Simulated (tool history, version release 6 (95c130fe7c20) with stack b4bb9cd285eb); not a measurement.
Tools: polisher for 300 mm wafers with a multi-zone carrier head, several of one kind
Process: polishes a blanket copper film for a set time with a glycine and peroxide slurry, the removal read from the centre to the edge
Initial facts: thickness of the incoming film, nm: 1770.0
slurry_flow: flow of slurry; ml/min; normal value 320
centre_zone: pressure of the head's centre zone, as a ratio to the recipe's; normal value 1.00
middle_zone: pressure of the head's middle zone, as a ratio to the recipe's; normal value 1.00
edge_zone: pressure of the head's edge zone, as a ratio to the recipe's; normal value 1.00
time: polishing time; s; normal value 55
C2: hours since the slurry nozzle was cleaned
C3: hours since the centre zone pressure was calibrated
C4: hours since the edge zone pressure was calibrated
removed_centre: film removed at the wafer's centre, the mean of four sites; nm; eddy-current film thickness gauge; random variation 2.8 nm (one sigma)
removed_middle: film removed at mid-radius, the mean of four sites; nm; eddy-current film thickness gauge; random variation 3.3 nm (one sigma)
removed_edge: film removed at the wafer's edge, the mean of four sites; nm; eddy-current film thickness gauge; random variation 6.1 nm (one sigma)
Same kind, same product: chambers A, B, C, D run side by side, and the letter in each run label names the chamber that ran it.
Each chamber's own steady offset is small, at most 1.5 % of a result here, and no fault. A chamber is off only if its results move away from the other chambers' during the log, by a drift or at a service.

run 1B hour=5.0 | slurry_flow=320 centre_zone=1.00 middle_zone=1.00 edge_zone=1.00 time=55 | wafers_polished_on_this_pad=517 C2=236.8 C3=936.7 C4=169.5 | removed_centre=406.32 removed_middle=414.03 removed_edge=409.51
-- hour=9.2 chamber A: worn pad replaced by a new one
run 2A hour=9.8 | slurry_flow=320 centre_zone=1.00 middle_zone=1.00 edge_zone=1.00 time=55 | wafers_polished_on_this_pad=5 C2=594.7 C3=339.9 C4=373.8 | removed_centre=401.68 removed_middle=412.10 removed_edge=398.19
run 3D hour=13.0 | slurry_flow=320 centre_zone=1.00 middle_zone=1.00 edge_zone=1.00 time=55 | wafers_polished_on_this_pad=852 C2=255.7 C3=587.4 C4=77.0 | removed_centre=410.46 removed_middle=414.92 removed_edge=404.38
-- hour=15.4 chamber C: worn pad replaced by a new one
run 4C hour=17.5 | slurry_flow=320 centre_zone=1.00 middle_zone=1.00 edge_zone=1.00 time=55 | wafers_polished_on_this_pad=17 C2=72.8 C3=793.7 C4=81.1 | removed_centre=406.11 removed_middle=407.41 removed_edge=395.64
run 5C hour=20.4 | slurry_flow=275 centre_zone=1.00 middle_zone=1.00 edge_zone=1.00 time=55 | wafers_polished_on_this_pad=42 C2=75.7 C3=796.6 C4=84.0 | removed_centre=397.38 removed_middle=405.30 removed_edge=393.19
run 6B hour=23.6 | slurry_flow=275 centre_zone=1.00 middle_zone=1.00 edge_zone=1.00 time=55 | wafers_polished_on_this_pad=672 C2=255.4 C3=955.3 C4=188.1 | removed_centre=398.15 removed_middle=403.84 removed_edge=400.48
-- hour=23.7 chamber D: worn pad replaced by a new one
run 7A hour=27.3 | slurry_flow=275 centre_zone=1.00 middle_zone=1.00 edge_zone=1.00 time=55 | wafers_polished_on_this_pad=151 C2=612.2 C3=357.4 C4=391.3 | removed_centre=396.98 removed_middle=403.50 removed_edge=397.72
run 8D hour=30.4 | slurry_flow=275 centre_zone=1.00 middle_zone=1.00 edge_zone=1.00 time=55 | wafers_polished_on_this_pad=56 C2=273.1 C3=604.8 C4=94.4 | removed_centre=405.56 removed_middle=404.55 removed_edge=407.11
run 9A hour=34.8 | slurry_flow=320 centre_zone=1.00 middle_zone=1.00 edge_zone=1.00 time=55 | wafers_polished_on_this_pad=214 C2=619.7 C3=364.9 C4=398.8 | removed_centre=400.86 removed_middle=419.17 removed_edge=403.06
run 10B hour=39.0 | slurry_flow=320 centre_zone=1.04 middle_zone=0.92 edge_zone=1.00 time=55 | wafers_polished_on_this_pad=801 C2=270.8 C3=970.7 C4=203.5 | removed_centre=423.11 removed_middle=374.85 removed_edge=420.78
run 11D hour=42.0 | slurry_flow=320 centre_zone=1.04 middle_zone=0.92 edge_zone=1.00 time=55 | wafers_polished_on_this_pad=153 C2=284.7 C3=616.4 C4=106.0 | removed_centre=429.15 removed_middle=377.56 removed_edge=416.01
run 12C hour=45.0 | slurry_flow=320 centre_zone=1.04 middle_zone=0.92 edge_zone=1.00 time=55 | wafers_polished_on_this_pad=247 C2=100.3 C3=821.2 C4=108.6 | removed_centre=423.68 removed_middle=376.66 removed_edge=407.01
run 13B hour=47.9 | slurry_flow=320 centre_zone=1.04 middle_zone=0.92 edge_zone=1.00 time=55 | wafers_polished_on_this_pad=875 C2=279.7 C3=979.6 C4=212.4 | removed_centre=413.68 removed_middle=374.76 removed_edge=403.52
run 14C hour=50.6 | slurry_flow=320 centre_zone=1.00 middle_zone=1.00 edge_zone=1.00 time=55 | wafers_polished_on_this_pad=294 C2=105.9 C3=826.8 C4=114.2 | removed_centre=409.47 removed_middle=399.78 removed_edge=411.97
run 15A hour=54.9 | slurry_flow=320 centre_zone=1.00 middle_zone=1.00 edge_zone=1.00 time=55 | wafers_polished_on_this_pad=382 C2=639.8 C3=385.0 C4=418.9 | removed_centre=401.57 removed_middle=412.57 removed_edge=404.51
-- hour=55.7 chamber A: slurry nozzle cleaned
run 16D hour=58.1 | slurry_flow=320 centre_zone=1.00 middle_zone=1.00 edge_zone=1.00 time=55 | wafers_polished_on_this_pad=287 C2=300.8 C3=632.5 C4=122.1 | removed_centre=412.01 removed_middle=412.34 removed_edge=421.90
run 17D hour=61.2 | slurry_flow=320 centre_zone=1.00 middle_zone=1.00 edge_zone=1.00 time=55 | wafers_polished_on_this_pad=313 C2=303.9 C3=635.6 C4=125.2 | removed_centre=416.83 removed_middle=417.04 removed_edge=417.18
run 18C hour=63.5 | slurry_flow=320 centre_zone=1.00 middle_zone=1.00 edge_zone=1.00 time=55 | wafers_polished_on_this_pad=402 C2=118.8 C3=839.7 C4=127.1 | removed_centre=412.04 removed_middle=405.99 removed_edge=404.76
run 19B hour=65.7 | slurry_flow=320 centre_zone=1.00 middle_zone=1.00 edge_zone=1.00 time=55 | wafers_polished_on_this_pad=1024 C2=297.5 C3=997.4 C4=230.2 | removed_centre=392.53 removed_middle=395.01 removed_edge=400.13
run 20A hour=69.3 | slurry_flow=320 centre_zone=1.00 middle_zone=1.00 edge_zone=1.00 time=55 | wafers_polished_on_this_pad=502 C2=13.7 C3=399.4 C4=433.3 | removed_centre=406.99 removed_middle=416.15 removed_edge=407.98
run 21B hour=72.4 | slurry_flow=320 centre_zone=1.00 middle_zone=1.00 edge_zone=1.00 time=55 | wafers_polished_on_this_pad=1080 C2=304.2 C3=1004.1 C4=236.9 | removed_centre=386.73 removed_middle=398.38 removed_edge=403.93
run 22C hour=75.7 | slurry_flow=320 centre_zone=1.00 middle_zone=1.00 edge_zone=1.00 time=55 | wafers_polished_on_this_pad=504 C2=131.0 C3=851.9 C4=139.3 | removed_centre=410.05 removed_middle=403.23 removed_edge=402.72
-- hour=78.2 chamber C: worn pad replaced by a new one
run 23A hour=79.8 | slurry_flow=320 centre_zone=1.00 middle_zone=1.00 edge_zone=1.00 time=55 | wafers_polished_on_this_pad=590 C2=24.2 C3=409.9 C4=443.8 | removed_centre=402.53 removed_middle=404.59 removed_edge=409.09
run 24D hour=84.9 | slurry_flow=320 centre_zone=1.00 middle_zone=1.00 edge_zone=1.00 time=55 | wafers_polished_on_this_pad=511 C2=327.6 C3=659.3 C4=148.9 | removed_centre=406.03 removed_middle=410.12 removed_edge=409.39
run 25B hour=89.3 | slurry_flow=320 centre_zone=1.00 middle_zone=1.00 edge_zone=1.00 time=55 | wafers_polished_on_this_pad=1221 C2=321.1 C3=1021.0 C4=253.8 | removed_centre=382.15 removed_middle=385.93 removed_edge=392.64
run 26D hour=91.9 | slurry_flow=320 centre_zone=1.00 middle_zone=1.00 edge_zone=1.00 time=38 | wafers_polished_on_this_pad=570 C2=334.6 C3=666.3 C4=155.9 | removed_centre=286.82 removed_middle=284.86 removed_edge=285.53
run 27C hour=94.8 | slurry_flow=320 centre_zone=1.00 middle_zone=1.00 edge_zone=1.00 time=38 | wafers_polished_on_this_pad=139 C2=150.1 C3=871.0 C4=158.4 | removed_centre=281.39 removed_middle=281.29 removed_edge=278.81
run 28A hour=98.1 | slurry_flow=320 centre_zone=1.00 middle_zone=1.00 edge_zone=1.00 time=38 | wafers_polished_on_this_pad=742 C2=42.5 C3=428.2 C4=462.1 | removed_centre=276.81 removed_middle=289.46 removed_edge=279.17
run 29C hour=102.4 | slurry_flow=320 centre_zone=1.00 middle_zone=1.00 edge_zone=1.00 time=38 | wafers_polished_on_this_pad=202 C2=157.7 C3=878.6 C4=166.0 | removed_centre=282.57 removed_middle=284.08 removed_edge=278.72
run 30D hour=105.5 | slurry_flow=320 centre_zone=1.00 middle_zone=1.00 edge_zone=1.00 time=55 | wafers_polished_on_this_pad=683 C2=348.2 C3=679.9 C4=169.5 | removed_centre=412.34 removed_middle=406.69 removed_edge=412.64
run 31A hour=107.9 | slurry_flow=320 centre_zone=1.00 middle_zone=1.00 edge_zone=1.00 time=55 | wafers_polished_on_this_pad=824 C2=52.3 C3=438.0 C4=471.9 | removed_centre=402.03 removed_middle=417.20 removed_edge=407.20
run 32B hour=111.9 | slurry_flow=320 centre_zone=1.00 middle_zone=1.00 edge_zone=1.00 time=55 | wafers_polished_on_this_pad=1410 C2=343.7 C3=1043.6 C4=276.4 | removed_centre=373.89 removed_middle=381.45 removed_edge=382.55

Is one chamber out of step, is the gauge drifting, or do the chambers differ by no more than their own small offsets? For an off chamber, give its letter and the likeliest cause.

It is chamber B that slowly wanders off from its peers.
Most likely cause: removal rate lost through wear of the pad, % = 6.94.

Here are 4 candidates for chamber B's next run, each the usual settings with a change, their results left as question marks. Which one brings its results back in line with what the others give on the usual settings?
In line means no further than this from the other chambers' mean on the usual settings: removed_centre 9.60 nm; removed_middle 12.00 nm; removed_edge 21.00 nm
run 33B-1 hour=115.6 | slurry_flow=320 centre_zone=1.00 middle_zone=1.00 edge_zone=1.00 time=57 | removed_centre=? removed_middle=? removed_edge=?
run 33B-2 hour=115.6 | slurry_flow=320 centre_zone=1.00 middle_zone=1.00 edge_zone=1.00 time=53 | removed_centre=? removed_middle=? removed_edge=?
run 33B-3 hour=115.6 | slurry_flow=325 centre_zone=1.01 middle_zone=1.00 edge_zone=1.00 time=59 | removed_centre=? removed_middle=? removed_edge=?
run 33B-4 hour=115.6 | slurry_flow=315 centre_zone=0.99 middle_zone=1.00 edge_zone=1.00 time=51 | removed_centre=? removed_middle=? removed_edge=?

Usual-settings mean across the other chambers: removed_centre 407.60 nm; removed_middle 409.32 nm; removed_edge 408.54 nm
run=33B-1 removed_centre=388.42 removed_middle=394.10 removed_edge=394.68
run=33B-2 removed_centre=361.16 removed_middle=366.44 removed_edge=366.98
run=33B-3 removed_centre=407.04 removed_middle=408.48 removed_edge=408.97
run=33B-4 removed_centre=343.20 removed_middle=352.11 removed_edge=352.74
The right change is 33B-3: it brings the chamber back within the allowed miss of the others.
